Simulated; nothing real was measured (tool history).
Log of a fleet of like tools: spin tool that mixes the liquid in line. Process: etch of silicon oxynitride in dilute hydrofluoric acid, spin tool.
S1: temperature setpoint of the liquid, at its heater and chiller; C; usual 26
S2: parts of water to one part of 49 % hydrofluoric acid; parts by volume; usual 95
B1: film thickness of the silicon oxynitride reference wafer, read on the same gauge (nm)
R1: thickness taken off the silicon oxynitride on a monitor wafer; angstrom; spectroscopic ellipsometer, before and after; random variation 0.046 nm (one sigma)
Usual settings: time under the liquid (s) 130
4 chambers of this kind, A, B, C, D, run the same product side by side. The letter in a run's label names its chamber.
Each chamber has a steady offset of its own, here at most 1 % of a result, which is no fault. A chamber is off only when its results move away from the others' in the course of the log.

{"run": "1B", "hour": 3.9, "S1": 26, "S2": 95, "time under the liquid (s)": 130, "B1": 60.045, "R1": 72.319}
{"run": "2D", "hour": 7.4, "S1": 26, "S2": 95, "time under the liquid (s)": 130, "B1": 60.005, "R1": 72.335}
{"run": "3A", "hour": 10.7, "S1": 26, "S2": 95, "time under the liquid (s)": 130, "B1": 60.011, "R1": 71.626}
{"run": "4C", "hour": 14.1, "S1": 26, "S2": 95, "time under the liquid (s)": 130, "B1": 59.993, "R1": 71.725}
{"run": "5D", "hour": 19.9, "S1": 26, "S2": 95, "time under the liquid (s)": 130, "B1": 59.985, "R1": 72.835}
{"run": "6B", "hour": 26.4, "S1": 29, "S2": 60, "time under the liquid (s)": 130, "B1": 59.981, "R1": 137.16}
{"run": "7C", "hour": 31.6, "S1": 29, "S2": 60, "time under the liquid (s)": 130, "B1": 60.028, "R1": 138.54}
{"run": "8A", "hour": 36.3, "S1": 29, "S2": 60, "time under the liquid (s)": 130, "B1": 60.031, "R1": 135.65}
{"run": "9A", "hour": 40.2, "S1": 29, "S2": 60, "time under the liquid (s)": 130, "B1": 59.946, "R1": 136.72}
{"run": "10D", "hour": 45.9, "S1": 26, "S2": 95, "time under the liquid (s)": 130, "B1": 60.025, "R1": 72.335}
{"run": "11C", "hour": 49.4, "S1": 26, "S2": 95, "time under the liquid (s)": 130, "B1": 59.986, "R1": 73.156}
{"run": "12B", "hour": 53.5, "S1": 26, "S2": 95, "time under the liquid (s)": 130, "B1": 59.99, "R1": 73.397}
{"run": "13B", "hour": 58.7, "S1": 26, "S2": 95, "time under the liquid (s)": 130, "B1": 60.012, "R1": 73.893}
{"run": "14D", "hour": 65.1, "S1": 26, "S2": 95, "time under the liquid (s)": 130, "B1": 60.013, "R1": 72.78}
{"run": "15C", "hour": 68.1, "S1": 26, "S2": 95, "time under the liquid (s)": 130, "B1": 59.992, "R1": 72.432}
{"run": "16A", "hour": 72.9, "S1": 26, "S2": 95, "time under the liquid (s)": 50, "B1": 59.978, "R1": 27.704}
{"run": "17C", "hour": 79.4, "S1": 26, "S2": 95, "time under the liquid (s)": 50, "B1": 59.99, "R1": 27.646}
{"run": "18A", "hour": 84.4, "S1": 26, "S2": 95, "time under the liquid (s)": 50, "B1": 59.987, "R1": 27.717}
{"run": "19B", "hour": 89.8, "S1": 26, "S2": 95, "time under the liquid (s)": 50, "B1": 60.011, "R1": 29.151}
{"run": "20D", "hour": 93.3, "S1": 26, "S2": 95, "time under the liquid (s)": 130, "B1": 60.033, "R1": 71.511}
{"run": "21C", "hour": 97.7, "S1": 26, "S2": 95, "time under the liquid (s)": 130, "B1": 59.997, "R1": 72.797}
{"run": "22B", "hour": 103.3, "S1": 26, "S2": 95, "time under the liquid (s)": 130, "B1": 59.994, "R1": 76.464}
{"run": "23A", "hour": 106.5, "S1": 28, "S2": 95, "time under the liquid (s)": 130, "B1": 59.989, "R1": 77.933}
{"run": "24D", "hour": 110.2, "S1": 28, "S2": 95, "time under the liquid (s)": 130, "B1": 59.98, "R1": 80.189}
{"run": "25C", "hour": 114.7, "S1": 28, "S2": 95, "time under the liquid (s)": 130, "B1": 59.97, "R1": 79.731}
{"run": "26A", "hour": 120.3, "S1": 28, "S2": 95, "time under the liquid (s)": 130, "B1": 59.96, "R1": 79.812}
{"run": "27D", "hour": 123.2, "S1": 26, "S2": 95, "time under the liquid (s)": 130, "B1": 60.012, "R1": 72.816}
{"run": "28B", "hour": 126.6, "S1": 26, "S2": 95, "time under the liquid (s)": 130, "B1": 59.979, "R1": 77.784}
{"run": "29C", "hour": 131.9, "S1": 26, "S2": 95, "time under the liquid (s)": 190, "B1": 60.004, "R1": 105.29}
{"run": "30B", "hour": 135.2, "S1": 26, "S2": 95, "time under the liquid (s)": 190, "B1": 59.978, "R1": 113}
{"hour": 135.8, "done": "chamber A: thermometer replaced"}
{"run": "31D", "hour": 139.9, "S1": 26, "S2": 95, "time under the liquid (s)": 190, "B1": 59.99, "R1": 105.92}
{"run": "32A", "hour": 145.1, "S1": 26, "S2": 95, "time under the liquid (s)": 190, "B1": 59.993, "R1": 105.29}

Next, every chamber runs the same settings. What will each give?
{"run": "33A", "hour": 149.7, "S1": 26, "S2": 45, "time under the liquid (s)": 130, "R1": "?"}
{"run": "33B", "hour": 149.7, "S1": 26, "S2": 45, "time under the liquid (s)": 130, "R1": "?"}
{"run": "33C", "hour": 149.7, "S1": 26, "S2": 45, "time under the liquid (s)": 130, "R1": "?"}
{"run": "33D", "hour": 149.7, "S1": 26, "S2": 45, "time under the liquid (s)": 130, "R1": "?"}

run=33A R1=163.29
run=33B R1=175.7
run=33C R1=162.48
run=33D R1=158.67
